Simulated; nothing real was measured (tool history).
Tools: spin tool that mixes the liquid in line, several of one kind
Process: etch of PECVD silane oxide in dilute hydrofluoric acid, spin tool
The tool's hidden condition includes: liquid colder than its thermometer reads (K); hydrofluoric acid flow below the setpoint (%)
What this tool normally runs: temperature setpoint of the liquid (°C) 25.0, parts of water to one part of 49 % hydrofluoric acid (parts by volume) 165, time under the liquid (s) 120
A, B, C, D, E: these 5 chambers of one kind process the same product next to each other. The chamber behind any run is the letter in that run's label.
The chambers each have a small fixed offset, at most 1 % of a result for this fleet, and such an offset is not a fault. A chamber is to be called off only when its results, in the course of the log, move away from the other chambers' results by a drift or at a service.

run	hour	temperature setpoint of the liquid (°C)	parts of water to one part of 49 % hydrofluoric acid (parts by volume)	time under the liquid (s)	hours since the thermometer was replaced	hours since the hydrofluoric acid flow meter was replaced	read-back film thickness of the PECVD silane oxide reference wafer, read on the same gauge (nm)	thickness taken off the PECVD silane oxide on a monitor wafer (angstrom)
1B	7.7	25.0	165	120	489.5	239.6	59.987	210.94
2C	18.4	25.0	165	120	127.0	555.4	60.004	210.18
3A	23.6	25.0	165	120	974.4	145.9	59.993	210.13
4E	32.4	25.0	165	120	162.4	507.3	59.982	210.86
# hour 37.0: chamber A: thermometer replaced
5D	37.8	25.0	165	120	688.7	1158.2	59.992	210.37
6B	46.7	25.0	165	120	528.5	278.6	59.993	210.61
# hour 47.5: chamber E: hydrofluoric acid flow meter replaced
7E	51.8	25.0	165	120	181.8	4.3	60.003	211.59
8C	59.0	25.0	165	120	167.6	596.0	60.010	209.50
9A	66.2	25.0	165	120	29.3	188.5	60.013	210.35
10D	74.8	25.0	165	120	725.7	1195.2	60.016	208.02
11A	84.0	20.5	165	120	47.1	206.3	59.995	176.28
12E	92.5	20.5	165	120	222.5	45.0	59.994	177.93
13B	97.5	20.5	165	120	579.3	329.4	59.992	178.24
14D	105.1	20.5	165	120	756.0	1225.5	60.013	176.49
15C	115.2	20.5	165	120	223.8	652.2	60.011	177.26
16C	125.5	25.0	165	120	234.1	662.5	60.003	207.40
17E	135.2	25.0	165	120	265.2	87.7	60.006	210.79
18A	142.7	25.0	165	120	105.8	265.0	60.002	209.47
19D	153.6	25.0	165	120	804.5	1274.0	60.015	210.50
20B	159.8	25.0	165	120	641.6	391.7	60.009	211.49
21B	167.2	25.0	165	120	649.0	399.1	60.018	211.61
22E	172.9	25.0	165	120	302.9	125.4	59.986	210.68
23C	181.2	25.0	165	120	289.8	718.2	59.997	206.28
24D	191.2	25.0	165	120	842.1	1311.6	60.000	208.41
25A	197.8	25.0	165	120	160.9	320.1	60.009	209.13
26A	203.5	25.0	165	120	166.6	325.8	59.998	208.04
27B	213.0	25.0	165	120	694.8	444.9	59.995	210.09
28D	222.1	25.0	165	120	873.0	1342.5	59.986	209.49
29E	227.3	25.0	165	120	357.3	179.8	59.999	210.46
30C	233.0	25.0	165	120	341.6	770.0	59.991	204.35
31B	241.8	25.0	165	120	723.6	473.7	60.020	210.49
32E	250.9	25.0	165	120	380.9	203.4	60.007	211.23
33D	258.9	25.0	165	120	909.8	1379.3	60.008	210.20
34A	264.7	25.0	165	120	227.8	387.0	59.996	210.50
35C	272.2	25.0	165	120	380.8	809.2	59.994	202.44
36E	283.1	25.0	165	120	413.1	235.6	59.995	210.97
37A	293.0	23.0	100	120	256.1	415.3	59.992	344.18

Is one chamber off against the others, does the gauge drift, or is nothing wrong? If a chamber is off, say which, and what the likeliest cause is.

Chamber C drifts away from the others.
Cause: liquid colder than its thermometer reads (K) = 1.05.
The log may not tell that from: hydrofluoric acid flow below the setpoint (%).

Here are 4 candidates for chamber C's next run, each the usual settings with a change, their results left as question marks. Which one brings its results back in line with what the others give on the usual settings?
Counts as in line when no further than this from what the other chambers average on the usual settings: thickness taken off the PECVD silane oxide on a monitor wafer (angstrom) 2.30
38C-1	300.8	24.5	165	120				?
38C-2	300.8	25.5	165	120				?
38C-3	300.8	25.0	165	115				?
38C-4	300.8	25.0	165	125				?

The other chambers' mean on the usual settings: thickness taken off the PECVD silane oxide on a monitor wafer (angstrom) 210.09
run	thickness taken off the PECVD silane oxide on a monitor wafer (angstrom)
38C-1	197.76
38C-2	205.31
38C-3	193.15
38C-4	209.95
38C-4 is the one that brings the chamber's results back in line with the other chambers.

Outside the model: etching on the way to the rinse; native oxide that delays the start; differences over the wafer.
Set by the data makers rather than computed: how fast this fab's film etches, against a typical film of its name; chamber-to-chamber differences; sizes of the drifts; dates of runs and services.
